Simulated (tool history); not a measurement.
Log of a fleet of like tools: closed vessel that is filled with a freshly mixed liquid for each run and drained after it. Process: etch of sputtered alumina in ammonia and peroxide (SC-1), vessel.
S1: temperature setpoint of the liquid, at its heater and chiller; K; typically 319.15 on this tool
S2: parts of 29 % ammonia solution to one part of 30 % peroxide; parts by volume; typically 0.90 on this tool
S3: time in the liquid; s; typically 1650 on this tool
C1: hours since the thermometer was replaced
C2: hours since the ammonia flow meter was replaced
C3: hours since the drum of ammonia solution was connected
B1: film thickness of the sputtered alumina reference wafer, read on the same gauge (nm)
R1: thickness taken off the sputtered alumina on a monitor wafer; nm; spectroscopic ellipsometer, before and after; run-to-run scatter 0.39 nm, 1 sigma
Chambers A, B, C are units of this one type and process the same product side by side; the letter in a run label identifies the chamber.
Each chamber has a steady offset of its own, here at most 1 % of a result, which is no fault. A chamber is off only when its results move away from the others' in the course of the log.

Run 1A, hour 12.3: usual settings; C1 1566.4; C2 366.5; C3 71.0; B1 50.022. Result: R1 54.826 nm.
Run 2B, hour 22.0: usual settings; C1 204.9; C2 592.9; C3 92.5; B1 49.985. Result: R1 54.876 nm.
Run 3C, hour 37.6: usual settings; C1 951.9; C2 178.3; C3 370.2; B1 49.994. Result: R1 55.447 nm.
At hour 44.0: chamber C: new drum of ammonia solution connected.
Run 4B, hour 46.1: usual settings; C1 229.0; C2 617.0; C3 116.6; B1 49.989. Result: R1 53.989 nm.
Run 5C, hour 57.7: usual settings but S2 1.05 parts by volume; C1 972.0; C2 198.4; C3 13.8; B1 50.005. Result: R1 55.944 nm.
Run 6A, hour 73.6: usual settings but S2 1.05 parts by volume; C1 1627.7; C2 427.8; C3 132.3; B1 49.987. Result: R1 55.530 nm.
Run 7A, hour 87.7: usual settings but S2 1.05 parts by volume; C1 1641.8; C2 441.9; C3 146.4; B1 50.014. Result: R1 56.152 nm.
Run 8B, hour 97.9: usual settings; C1 280.8; C2 668.8; C3 168.4; B1 50.035. Result: R1 54.376 nm.
Run 9C, hour 109.3: usual settings; C1 1023.6; C2 250.0; C3 65.4; B1 49.996. Result: R1 55.433 nm.
Run 10A, hour 117.2: usual settings; C1 1671.3; C2 471.4; C3 175.9; B1 49.959. Result: R1 54.886 nm.
Run 11C, hour 132.9: usual settings; C1 1047.2; C2 273.6; C3 89.0; B1 49.964. Result: R1 55.320 nm.
Run 12B, hour 144.0: usual settings; C1 326.9; C2 714.9; C3 214.5; B1 49.982. Result: R1 54.160 nm.
At hour 152.6: chamber B: new drum of ammonia solution connected.
Run 13C, hour 156.3: usual settings but S1 311.15 K, S2 0.60 parts by volume; C1 1070.6; C2 297.0; C3 112.4; B1 50.024. Result: R1 33.192 nm.
Run 14B, hour 166.5: usual settings but S1 311.15 K, S2 0.60 parts by volume; C1 349.4; C2 737.4; C3 14.0; B1 49.993. Result: R1 33.045 nm.
Run 15A, hour 178.6: usual settings but S1 311.15 K, S2 0.60 parts by volume; C1 1732.7; C2 532.8; C3 237.3; B1 49.979. Result: R1 32.470 nm.
Run 16A, hour 190.7: usual settings; C1 1744.8; C2 544.9; C3 249.4; B1 49.967. Result: R1 54.451 nm.
Run 17B, hour 199.0: usual settings; C1 381.9; C2 769.9; C3 46.5; B1 49.972. Result: R1 54.707 nm.
Run 18C, hour 207.5: usual settings; C1 1121.8; C2 348.2; C3 163.6; B1 50.007. Result: R1 55.619 nm.
Run 19C, hour 217.9: usual settings; C1 1132.2; C2 358.6; C3 174.0; B1 49.963. Result: R1 55.454 nm.
Run 20A, hour 233.5: usual settings; C1 1787.6; C2 587.7; C3 292.2; B1 49.963. Result: R1 55.116 nm.

Which is it: a chamber that has drifted or been left off by a service, a gauge drift common to all chambers, or only each chamber's usual small offset? If a chamber is off, name it and its likeliest cause.

Neither any chamber nor the gauge drifts; the chambers differ only by their own small, steady offsets.
